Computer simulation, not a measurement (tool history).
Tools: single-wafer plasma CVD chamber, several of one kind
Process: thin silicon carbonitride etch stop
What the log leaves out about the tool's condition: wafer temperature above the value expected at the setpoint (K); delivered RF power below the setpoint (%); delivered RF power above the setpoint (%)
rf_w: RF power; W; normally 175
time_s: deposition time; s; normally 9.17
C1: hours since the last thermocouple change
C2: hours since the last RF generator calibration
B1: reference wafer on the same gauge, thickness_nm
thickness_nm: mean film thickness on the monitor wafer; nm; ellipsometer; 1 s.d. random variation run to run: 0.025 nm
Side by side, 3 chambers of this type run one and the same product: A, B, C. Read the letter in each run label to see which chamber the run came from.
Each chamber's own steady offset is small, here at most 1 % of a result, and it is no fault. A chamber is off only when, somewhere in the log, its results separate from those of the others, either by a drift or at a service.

Run 1B, hour 8.2: usual settings; C1 1822.5; C2 893.0; B1 4.9908. Result: thickness_nm 4.9941 nm.
Run 2C, hour 18.5: usual settings; C1 1537.7; C2 545.8; B1 4.9900. Result: thickness_nm 5.0437 nm.
Run 3A, hour 29.2: usual settings; C1 967.4; C2 1154.7; B1 4.9894. Result: thickness_nm 5.0167 nm.
Run 4C, hour 37.8: usual settings; C1 1557.0; C2 565.1; B1 4.9888. Result: thickness_nm 5.0542 nm.
Run 5B, hour 43.2: usual settings; C1 1857.5; C2 928.0; B1 4.9870. Result: thickness_nm 4.9220 nm.
Run 6A, hour 53.5: usual settings but rf_w 195 W, time_s 8.62 s; C1 991.7; C2 1179.0; B1 4.9908. Result: thickness_nm 4.8488 nm.
Run 7C, hour 62.8: usual settings but rf_w 195 W, time_s 8.62 s; C1 1582.0; C2 590.1; B1 4.9922. Result: thickness_nm 4.8820 nm.
Run 8B, hour 70.2: usual settings but rf_w 195 W, time_s 8.62 s; C1 1884.5; C2 955.0; B1 4.9930. Result: thickness_nm 4.8603 nm.
Run 9A, hour 79.4: usual settings; C1 1017.6; C2 1204.9; B1 4.9866. Result: thickness_nm 5.0048 nm.
Run 10C, hour 88.9: usual settings; C1 1608.1; C2 616.2; B1 4.9847. Result: thickness_nm 5.0288 nm.
Run 11B, hour 94.9: usual settings; C1 1909.2; C2 979.7; B1 4.9863. Result: thickness_nm 4.9933 nm.
Run 12A, hour 101.1: usual settings; C1 1039.3; C2 1226.6; B1 4.9899. Result: thickness_nm 4.9799 nm.
Run 13C, hour 106.3: usual settings but rf_w 200 W; C1 1625.5; C2 633.6; B1 4.9914. Result: thickness_nm 5.2471 nm.
Run 14B, hour 116.0: usual settings but rf_w 200 W; C1 1930.3; C2 1000.8; B1 4.9852. Result: thickness_nm 5.1997 nm.
Run 15A, hour 122.7: usual settings but rf_w 200 W; C1 1060.9; C2 1248.2; B1 4.9840. Result: thickness_nm 5.2075 nm.
Run 16C, hour 132.0: usual settings; C1 1651.2; C2 659.3; B1 4.9892. Result: thickness_nm 5.0447 nm.
Run 17B, hour 139.6: usual settings; C1 1953.9; C2 1024.4; B1 4.9864. Result: thickness_nm 4.9538 nm.
Run 18A, hour 147.8: usual settings but time_s 7.65 s; C1 1086.0; C2 1273.3; B1 4.9903. Result: thickness_nm 4.1899 nm.
Run 19C, hour 157.2: usual settings but time_s 7.65 s; C1 1676.4; C2 684.5; B1 4.9863. Result: thickness_nm 4.2199 nm.
Run 20B, hour 163.1: usual settings but time_s 7.65 s; C1 1977.4; C2 1047.9; B1 4.9867. Result: thickness_nm 4.1234 nm.
Run 21A, hour 170.4: usual settings; C1 1108.6; C2 1295.9; B1 4.9942. Result: thickness_nm 5.0043 nm.
Run 22A, hour 177.7: usual settings; C1 1115.9; C2 1303.2; B1 4.9894. Result: thickness_nm 4.9676 nm.
Run 23B, hour 188.7: usual settings; C1 2003.0; C2 1073.5; B1 4.9926. Result: thickness_nm 4.9707 nm.
Run 24C, hour 195.4: usual settings; C1 1714.6; C2 722.7; B1 4.9905. Result: thickness_nm 5.0652 nm.
Run 25A, hour 206.4: usual settings; C1 1144.6; C2 1331.9; B1 4.9857. Result: thickness_nm 4.9665 nm.
Run 26C, hour 217.6: usual settings; C1 1736.8; C2 744.9; B1 4.9941. Result: thickness_nm 5.0407 nm.
Run 27B, hour 226.8: usual settings; C1 2041.1; C2 1111.6; B1 4.9846. Result: thickness_nm 4.9823 nm.
Run 28B, hour 232.7: usual settings; C1 2047.0; C2 1117.5; B1 4.9931. Result: thickness_nm 4.9427 nm.
Run 29C, hour 238.5: usual settings but rf_w 205 W, time_s 8.05 s; C1 1757.7; C2 765.8; B1 4.9913. Result: thickness_nm 4.6168 nm.
Run 30A, hour 247.6: usual settings but rf_w 205 W, time_s 8.05 s; C1 1185.8; C2 1373.1; B1 4.9900. Result: thickness_nm 4.6115 nm.
Run 31A, hour 257.0: usual settings but rf_w 205 W, time_s 8.05 s; C1 1195.2; C2 1382.5; B1 4.9861. Result: thickness_nm 4.6172 nm.

Each of the 3 chambers runs these same settings next. Fill in every chamber's results:
Run 32A, hour 265.4: usual settings. Result: thickness_nm ?.
Run 32B, hour 265.4: usual settings. Result: thickness_nm ?.
Run 32C, hour 265.4: usual settings. Result: thickness_nm ?.

run  thickness_nm
32A        5.0213
32B        4.9765
32C        5.0589
